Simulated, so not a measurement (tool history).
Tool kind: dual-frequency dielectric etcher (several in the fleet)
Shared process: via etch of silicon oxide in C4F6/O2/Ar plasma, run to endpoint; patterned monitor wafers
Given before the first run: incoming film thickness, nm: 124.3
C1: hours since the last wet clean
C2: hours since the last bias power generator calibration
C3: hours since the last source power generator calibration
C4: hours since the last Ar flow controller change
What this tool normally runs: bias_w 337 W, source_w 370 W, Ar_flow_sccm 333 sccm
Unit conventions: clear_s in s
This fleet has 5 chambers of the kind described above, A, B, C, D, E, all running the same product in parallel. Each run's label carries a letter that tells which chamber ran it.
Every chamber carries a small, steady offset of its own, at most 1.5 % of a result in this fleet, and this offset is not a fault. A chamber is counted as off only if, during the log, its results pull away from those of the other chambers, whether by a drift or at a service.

{"run": "1D", "hour": 6.9, "bias_w": 337, "source_w": 370, "Ar_flow_sccm": 333, "C1": 250.8, "C2": 2189.6, "C3": 1166.6, "C4": 3014.3, "clear_s": 33.334}
{"hour": 10.8, "done": "chamber D: bias power generator calibrated"}
{"run": "2C", "hour": 13.1, "bias_w": 337, "source_w": 370, "Ar_flow_sccm": 333, "C1": 230.1, "C2": 801, "C3": 1780.1, "C4": 988.1, "clear_s": 32.754}
{"run": "3E", "hour": 19.1, "bias_w": 337, "source_w": 370, "Ar_flow_sccm": 333, "C1": 115.8, "C2": 1403.3, "C3": 2521.4, "C4": 665.8, "clear_s": 32.353}
{"run": "4B", "hour": 29.9, "bias_w": 337, "source_w": 370, "Ar_flow_sccm": 333, "C1": 350.4, "C2": 126.2, "C3": 628.1, "C4": 2788.5, "clear_s": 32.465}
{"run": "5A", "hour": 39.3, "bias_w": 337, "source_w": 370, "Ar_flow_sccm": 333, "C1": 186.5, "C2": 717.8, "C3": 3478.5, "C4": 453.5, "clear_s": 32.707}
{"run": "6B", "hour": 46.0, "bias_w": 337, "source_w": 370, "Ar_flow_sccm": 333, "C1": 366.5, "C2": 142.3, "C3": 644.2, "C4": 2804.6, "clear_s": 32.509}
{"run": "7E", "hour": 51.8, "bias_w": 337, "source_w": 370, "Ar_flow_sccm": 333, "C1": 148.5, "C2": 1436, "C3": 2554.1, "C4": 698.5, "clear_s": 32.932}
{"hour": 57.3, "done": "chamber C: source power generator calibrated"}
{"run": "8A", "hour": 62.7, "bias_w": 337, "source_w": 370, "Ar_flow_sccm": 333, "C1": 209.9, "C2": 741.2, "C3": 3501.9, "C4": 476.9, "clear_s": 32.803}
{"run": "9C", "hour": 71.2, "bias_w": 337, "source_w": 370, "Ar_flow_sccm": 333, "C1": 288.2, "C2": 859.1, "C3": 14, "C4": 1046.2, "clear_s": 32.8}
{"run": "10D", "hour": 77.4, "bias_w": 337, "source_w": 370, "Ar_flow_sccm": 333, "C1": 321.3, "C2": 66.7, "C3": 1237.1, "C4": 3084.8, "clear_s": 33.075}
{"run": "11C", "hour": 82.9, "bias_w": 337, "source_w": 370, "Ar_flow_sccm": 333, "C1": 299.9, "C2": 870.8, "C3": 25.7, "C4": 1057.9, "clear_s": 32.916}
{"run": "12D", "hour": 94.0, "bias_w": 399, "source_w": 370, "Ar_flow_sccm": 333, "C1": 337.9, "C2": 83.3, "C3": 1253.7, "C4": 3101.4, "clear_s": 31.203}
{"run": "13A", "hour": 102.6, "bias_w": 399, "source_w": 370, "Ar_flow_sccm": 333, "C1": 249.8, "C2": 781.1, "C3": 3541.8, "C4": 516.8, "clear_s": 31.233}
{"run": "14B", "hour": 111.6, "bias_w": 399, "source_w": 370, "Ar_flow_sccm": 333, "C1": 432.1, "C2": 207.9, "C3": 709.8, "C4": 2870.2, "clear_s": 30.746}
{"run": "15E", "hour": 123.3, "bias_w": 399, "source_w": 370, "Ar_flow_sccm": 333, "C1": 220, "C2": 1507.5, "C3": 2625.6, "C4": 770, "clear_s": 31.433}
{"run": "16E", "hour": 135.0, "bias_w": 399, "source_w": 370, "Ar_flow_sccm": 333, "C1": 231.7, "C2": 1519.2, "C3": 2637.3, "C4": 781.7, "clear_s": 31.455}
{"hour": 137.8, "done": "chamber D: wet clean of the chamber"}
{"run": "17C", "hour": 141.2, "bias_w": 337, "source_w": 370, "Ar_flow_sccm": 333, "C1": 358.2, "C2": 929.1, "C3": 84, "C4": 1116.2, "clear_s": 32.902}
{"run": "18B", "hour": 149.9, "bias_w": 337, "source_w": 370, "Ar_flow_sccm": 333, "C1": 470.4, "C2": 246.2, "C3": 748.1, "C4": 2908.5, "clear_s": 32.566}
{"run": "19D", "hour": 155.0, "bias_w": 337, "source_w": 370, "Ar_flow_sccm": 333, "C1": 17.3, "C2": 144.3, "C3": 1314.7, "C4": 3162.4, "clear_s": 33.255}
{"run": "20A", "hour": 162.3, "bias_w": 337, "source_w": 370, "Ar_flow_sccm": 411, "C1": 309.5, "C2": 840.8, "C3": 3601.5, "C4": 576.5, "clear_s": 33.522}
{"run": "21A", "hour": 167.5, "bias_w": 337, "source_w": 370, "Ar_flow_sccm": 411, "C1": 314.7, "C2": 846, "C3": 3606.7, "C4": 581.7, "clear_s": 33.644}
{"run": "22C", "hour": 175.1, "bias_w": 337, "source_w": 370, "Ar_flow_sccm": 411, "C1": 392.1, "C2": 963, "C3": 117.9, "C4": 1150.1, "clear_s": 33.738}
{"hour": 175.3, "done": "chamber A: source power generator calibrated"}
{"run": "23B", "hour": 186.3, "bias_w": 337, "source_w": 370, "Ar_flow_sccm": 411, "C1": 506.8, "C2": 282.6, "C3": 784.5, "C4": 2944.9, "clear_s": 33.701}
{"hour": 187.0, "done": "chamber B: Ar flow controller replaced"}
{"run": "24D", "hour": 191.9, "bias_w": 337, "source_w": 370, "Ar_flow_sccm": 411, "C1": 54.2, "C2": 181.2, "C3": 1351.6, "C4": 3199.3, "clear_s": 33.934}
{"run": "25E", "hour": 203.7, "bias_w": 337, "source_w": 460, "Ar_flow_sccm": 381, "C1": 300.4, "C2": 1587.9, "C3": 2706, "C4": 850.4, "clear_s": 32.07}
{"run": "26C", "hour": 214.8, "bias_w": 337, "source_w": 460, "Ar_flow_sccm": 381, "C1": 431.8, "C2": 1002.7, "C3": 157.6, "C4": 1189.8, "clear_s": 31.06}
{"run": "27D", "hour": 220.0, "bias_w": 337, "source_w": 460, "Ar_flow_sccm": 381, "C1": 82.3, "C2": 209.3, "C3": 1379.7, "C4": 3227.4, "clear_s": 30.596}
{"run": "28B", "hour": 231.6, "bias_w": 337, "source_w": 460, "Ar_flow_sccm": 381, "C1": 552.1, "C2": 327.9, "C3": 829.8, "C4": 44.6, "clear_s": 30.454}
{"run": "29E", "hour": 239.0, "bias_w": 337, "source_w": 460, "Ar_flow_sccm": 381, "C1": 335.7, "C2": 1623.2, "C3": 2741.3, "C4": 885.7, "clear_s": 31.707}
{"run": "30A", "hour": 249.6, "bias_w": 337, "source_w": 370, "Ar_flow_sccm": 388, "C1": 396.8, "C2": 928.1, "C3": 74.4, "C4": 663.8, "clear_s": 33.959}
{"run": "31D", "hour": 255.2, "bias_w": 337, "source_w": 370, "Ar_flow_sccm": 388, "C1": 117.5, "C2": 244.5, "C3": 1414.9, "C4": 3262.6, "clear_s": 33.329}
{"run": "32E", "hour": 263.3, "bias_w": 337, "source_w": 370, "Ar_flow_sccm": 388, "C1": 360, "C2": 1647.5, "C3": 2765.6, "C4": 910, "clear_s": 34.861}
{"run": "33C", "hour": 271.3, "bias_w": 337, "source_w": 370, "Ar_flow_sccm": 388, "C1": 488.3, "C2": 1059.2, "C3": 214.1, "C4": 1246.3, "clear_s": 33.39}
{"run": "34B", "hour": 281.2, "bias_w": 337, "source_w": 370, "Ar_flow_sccm": 388, "C1": 601.7, "C2": 377.5, "C3": 879.4, "C4": 94.2, "clear_s": 33.277}
{"run": "35A", "hour": 288.9, "bias_w": 337, "source_w": 370, "Ar_flow_sccm": 333, "C1": 436.1, "C2": 967.4, "C3": 113.7, "C4": 703.1, "clear_s": 33.234}
{"hour": 295.1, "done": "chamber C: wet clean of the chamber"}
{"run": "36A", "hour": 297.0, "bias_w": 337, "source_w": 370, "Ar_flow_sccm": 333, "C1": 444.2, "C2": 975.5, "C3": 121.8, "C4": 711.2, "clear_s": 32.81}
{"run": "37C", "hour": 302.2, "bias_w": 337, "source_w": 370, "Ar_flow_sccm": 333, "C1": 7.1, "C2": 1090.1, "C3": 245, "C4": 1277.2, "clear_s": 33.008}

All 5 chambers run these settings next. Forecast each chamber's results:
{"run": "38A", "hour": 310.7, "bias_w": 337, "source_w": 370, "Ar_flow_sccm": 411, "clear_s": "?"}
{"run": "38B", "hour": 310.7, "bias_w": 337, "source_w": 370, "Ar_flow_sccm": 411, "clear_s": "?"}
{"run": "38C", "hour": 310.7, "bias_w": 337, "source_w": 370, "Ar_flow_sccm": 411, "clear_s": "?"}
{"run": "38D", "hour": 310.7, "bias_w": 337, "source_w": 370, "Ar_flow_sccm": 411, "clear_s": "?"}
{"run": "38E", "hour": 310.7, "bias_w": 337, "source_w": 370, "Ar_flow_sccm": 411, "clear_s": "?"}

run=38A clear_s=33.65
run=38B clear_s=33.143
run=38C clear_s=34.318
run=38D clear_s=33.893
run=38E clear_s=35.475

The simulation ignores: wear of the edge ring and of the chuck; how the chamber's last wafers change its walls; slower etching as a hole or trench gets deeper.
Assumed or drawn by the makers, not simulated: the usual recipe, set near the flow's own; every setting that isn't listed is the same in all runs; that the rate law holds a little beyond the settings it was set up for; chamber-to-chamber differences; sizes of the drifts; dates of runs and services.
